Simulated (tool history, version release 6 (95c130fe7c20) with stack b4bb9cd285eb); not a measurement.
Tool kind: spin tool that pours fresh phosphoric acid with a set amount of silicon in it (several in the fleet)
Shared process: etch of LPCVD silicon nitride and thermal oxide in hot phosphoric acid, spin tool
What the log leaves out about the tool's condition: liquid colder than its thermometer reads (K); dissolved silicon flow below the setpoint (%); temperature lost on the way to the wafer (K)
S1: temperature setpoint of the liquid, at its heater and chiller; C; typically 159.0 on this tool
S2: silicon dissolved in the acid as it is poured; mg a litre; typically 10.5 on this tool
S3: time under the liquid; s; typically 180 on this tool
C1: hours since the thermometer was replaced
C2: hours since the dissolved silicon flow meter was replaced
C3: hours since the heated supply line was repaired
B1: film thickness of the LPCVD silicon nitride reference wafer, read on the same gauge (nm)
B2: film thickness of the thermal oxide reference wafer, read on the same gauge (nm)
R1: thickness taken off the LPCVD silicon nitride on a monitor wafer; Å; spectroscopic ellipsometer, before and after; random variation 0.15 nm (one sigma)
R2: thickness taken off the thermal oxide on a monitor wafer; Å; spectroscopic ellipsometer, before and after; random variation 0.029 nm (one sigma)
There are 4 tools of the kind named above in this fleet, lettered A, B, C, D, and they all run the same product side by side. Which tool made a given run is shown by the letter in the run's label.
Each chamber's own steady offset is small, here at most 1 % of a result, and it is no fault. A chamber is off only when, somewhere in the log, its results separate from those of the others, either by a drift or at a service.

run	hour	S1	S2	S3	C1	C2	C3	B1	B2	R1	R2
1C	5.0	159.0	10.5	180	394.5	886.0	45.5	99.981	70.003	167.420	4.1489
2D	9.7	159.0	10.5	180	501.6	343.5	227.1	100.010	70.014	166.560	3.7914
3A	14.4	159.0	10.5	180	702.8	105.5	488.8	100.020	69.998	168.630	3.9205
# hour 16.8: chamber C: dissolved silicon flow meter replaced
4B	16.9	159.0	10.5	180	507.6	482.4	1022.5	99.984	69.983	165.360	4.1448
5B	20.6	157.0	16.0	180	511.3	486.1	1026.2	100.010	70.000	154.250	3.3775
6D	24.4	157.0	16.0	180	516.3	358.2	241.8	100.010	69.991	157.480	2.9354
7C	26.8	157.0	16.0	180	416.3	10.1	67.3	100.020	70.006	155.850	3.1764
8A	29.3	157.0	16.0	180	717.7	120.4	503.7	100.000	70.013	156.340	2.9801
9C	33.0	159.0	10.5	180	422.5	16.3	73.5	99.999	69.999	167.440	3.7477
10B	37.6	159.0	10.5	180	528.3	503.1	1043.2	100.010	70.002	166.710	4.1325
11A	40.9	159.0	10.5	180	729.3	132.0	515.3	100.020	69.976	166.410	4.4710
12D	44.5	159.0	10.5	180	536.4	378.3	261.9	99.991	69.990	168.880	3.5318
13C	48.9	159.0	10.5	180	438.4	32.2	89.4	100.010	69.980	169.030	3.6836
14B	52.6	159.0	10.5	180	543.3	518.1	1058.2	99.995	70.002	166.720	4.1183
15A	55.8	157.5	10.5	180	744.2	146.9	530.2	100.010	70.006	162.070	3.3602
16D	59.4	157.5	10.5	180	551.3	393.2	276.8	100.010	70.011	158.550	3.6515
17C	62.5	157.5	10.5	180	452.0	45.8	103.0	99.997	69.998	155.840	3.4472
18A	67.3	157.5	10.5	180	755.7	158.4	541.7	100.020	70.025	160.220	3.3780
19D	69.6	159.0	10.5	255	561.5	403.4	287.0	100.010	69.982	235.360	5.7843
20B	73.5	159.0	10.5	255	564.2	539.0	1079.1	99.983	69.999	236.440	4.7656
21A	78.3	159.0	10.5	255	766.7	169.4	552.7	100.030	69.996	236.200	5.0829
22D	81.7	159.0	10.5	255	573.6	415.5	299.1	100.010	70.000	238.560	5.2975
23B	84.3	161.0	10.5	220	575.0	549.8	1089.9	100.010	70.001	215.830	4.7576
24C	88.9	161.0	10.5	220	478.4	72.2	129.4	100.010	70.011	213.730	4.6546
25D	92.6	161.0	10.5	220	584.5	426.4	310.0	100.020	69.988	218.180	5.2963
# hour 94.1: chamber B: thermometer replaced
26C	97.1	161.0	10.5	220	486.6	80.4	137.6	99.995	69.996	211.250	4.3873
27B	101.4	159.0	7.0	180	7.3	566.9	1107.0	99.984	70.001	167.310	3.6799
28A	104.3	159.0	7.0	180	792.7	195.4	578.7	99.992	69.987	168.260	4.3893
29B	109.4	159.0	7.0	180	15.3	574.9	1115.0	99.997	69.973	166.910	3.7032
30A	113.3	159.0	7.0	180	801.7	204.4	587.7	100.020	69.996	165.590	4.1935
31D	116.2	159.0	10.5	180	608.1	450.0	333.6	100.010	70.002	167.000	4.2278
32C	121.0	159.0	10.5	180	510.5	104.3	161.5	99.966	69.999	157.220	3.0980
33A	125.9	159.0	10.5	180	814.3	217.0	600.3	99.960	70.005	165.480	3.7744
34D	128.9	159.0	10.5	180	620.8	462.7	346.3	99.986	69.992	169.890	3.8714
# hour 130.5: chamber A: thermometer replaced
35C	131.2	159.0	10.5	180	520.7	114.5	171.7	99.979	69.983	155.900	3.1092
36B	133.5	159.0	10.5	180	39.4	599.0	1139.1	99.994	70.005	165.250	4.0270
37A	137.0	161.0	6.5	180	6.6	228.1	611.4	99.991	69.988	182.350	4.7447
38B	141.5	161.0	6.5	180	47.4	607.0	1147.1	99.990	70.022	178.270	5.4506

Next, every chamber runs the same settings. What will each give?
39A	145.2	159.0	10.5	75						?	?
39B	145.2	159.0	10.5	75						?	?
39C	145.2	159.0	10.5	75						?	?
39D	145.2	159.0	10.5	75						?	?

run	R1	R2
39A	70.083	1.5960
39B	69.383	1.5956
39C	65.210	1.2358
39D	69.674	1.7193

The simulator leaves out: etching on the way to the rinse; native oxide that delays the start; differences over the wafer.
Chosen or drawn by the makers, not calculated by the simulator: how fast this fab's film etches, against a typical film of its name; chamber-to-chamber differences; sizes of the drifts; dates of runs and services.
